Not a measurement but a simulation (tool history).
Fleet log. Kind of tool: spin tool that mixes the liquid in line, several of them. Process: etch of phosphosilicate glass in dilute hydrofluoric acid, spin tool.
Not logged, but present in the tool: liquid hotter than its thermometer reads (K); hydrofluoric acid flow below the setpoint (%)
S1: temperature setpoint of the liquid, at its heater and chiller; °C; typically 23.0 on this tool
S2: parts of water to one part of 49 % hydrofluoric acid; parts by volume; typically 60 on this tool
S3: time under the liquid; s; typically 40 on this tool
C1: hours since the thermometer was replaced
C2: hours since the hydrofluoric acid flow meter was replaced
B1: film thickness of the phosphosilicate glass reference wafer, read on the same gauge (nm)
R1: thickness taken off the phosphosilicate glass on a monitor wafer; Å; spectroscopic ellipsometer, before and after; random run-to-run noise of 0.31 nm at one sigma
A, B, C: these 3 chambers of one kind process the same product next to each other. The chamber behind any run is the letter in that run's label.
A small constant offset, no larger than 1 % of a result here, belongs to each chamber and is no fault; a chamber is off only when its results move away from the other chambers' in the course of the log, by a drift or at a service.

run	day	S1	S2	S3	C1	C2	B1	R1
1A	0.325	23.0	60	40	2131.5	216.2	120.02	407.75
2C	0.550	23.0	60	40	1896.4	366.6	119.99	399.91
3B	0.842	23.0	60	40	953.5	893.6	120.00	409.15
4A	1.200	23.0	60	40	2152.5	237.2	120.04	409.56
# day 1.392: chamber B: hydrofluoric acid flow meter replaced
5B	1.438	23.0	60	40	967.8	1.2	119.99	404.49
6C	1.762	23.0	60	40	1925.5	395.7	120.04	400.81
7C	2.100	23.0	60	40	1933.6	403.8	119.97	400.04
8A	2.362	23.0	60	40	2180.4	265.1	120.00	407.00
9B	2.571	23.0	60	40	995.0	28.4	120.04	413.10
10A	2.879	23.0	40	40	2192.8	277.5	119.99	635.25
11C	3.212	23.0	40	40	1960.3	430.5	119.98	618.54
12B	3.458	23.0	40	40	1016.3	49.7	120.02	630.94
13A	3.721	23.0	60	40	2213.0	297.7	119.98	409.23
14C	4.029	23.0	80	60	1979.9	450.1	120.05	435.62
15B	4.338	23.0	80	60	1037.4	70.8	120.02	449.25
16B	4.562	23.0	80	60	1042.8	76.2	120.00	449.08
17A	4.738	23.0	60	40	2237.4	322.1	120.02	405.68
18C	5.112	23.0	60	40	2005.9	476.1	120.00	403.58
19B	5.329	23.0	60	40	1061.2	94.6	120.05	404.81
20C	5.504	23.0	60	40	2015.3	485.5	119.99	402.17
21A	5.854	23.0	60	40	2264.2	348.9	120.02	407.52
# day 6.092: chamber C: hydrofluoric acid flow meter replaced
22C	6.196	23.0	60	40	2031.9	2.6	120.03	401.87
23A	6.479	23.0	60	40	2279.2	363.9	120.07	406.48
24B	6.729	23.0	60	40	1094.8	128.2	119.99	408.05
25B	7.100	23.0	60	40	1103.7	137.1	120.00	410.45
26C	7.396	23.0	60	40	2060.7	31.4	120.00	408.03
27A	7.608	23.0	60	40	2306.3	391.0	120.01	411.00
28C	7.967	23.0	60	40	2074.4	45.1	120.01	403.09
29B	8.325	23.0	60	40	1133.1	166.5	120.01	407.07
30A	8.529	23.0	60	40	2328.4	413.1	119.97	410.60
31A	8.888	23.0	60	40	2337.0	421.7	119.96	403.51
32B	9.062	23.0	60	40	1150.8	184.2	119.99	407.58
33C	9.238	23.0	60	40	2104.9	75.6	119.93	407.99
34B	9.508	26.5	80	40	1161.5	194.9	120.00	343.42
35A	9.696	26.5	80	40	2356.4	441.1	120.02	342.22
36C	10.067	26.5	80	40	2124.8	95.5	119.98	335.35
37A	10.333	23.0	60	40	2371.7	456.4	119.96	404.91
38B	10.546	23.0	60	40	1186.4	219.8	120.03	402.53
39C	10.788	23.0	60	40	2142.1	112.8	119.99	402.75
40C	11.058	23.0	60	40	2148.6	119.3	119.96	402.13
41B	11.258	23.0	60	40	1203.5	236.9	119.97	407.76
42A	11.433	23.0	60	40	2398.1	482.8	120.00	407.72

Predict what each chamber gives when all 3 of them run the settings below next.
43A	11.704	23.0	60	40				?
43B	11.704	23.0	60	40				?
43C	11.704	23.0	60	40				?

run	R1
43A	403.97
43B	404.47
43C	405.61

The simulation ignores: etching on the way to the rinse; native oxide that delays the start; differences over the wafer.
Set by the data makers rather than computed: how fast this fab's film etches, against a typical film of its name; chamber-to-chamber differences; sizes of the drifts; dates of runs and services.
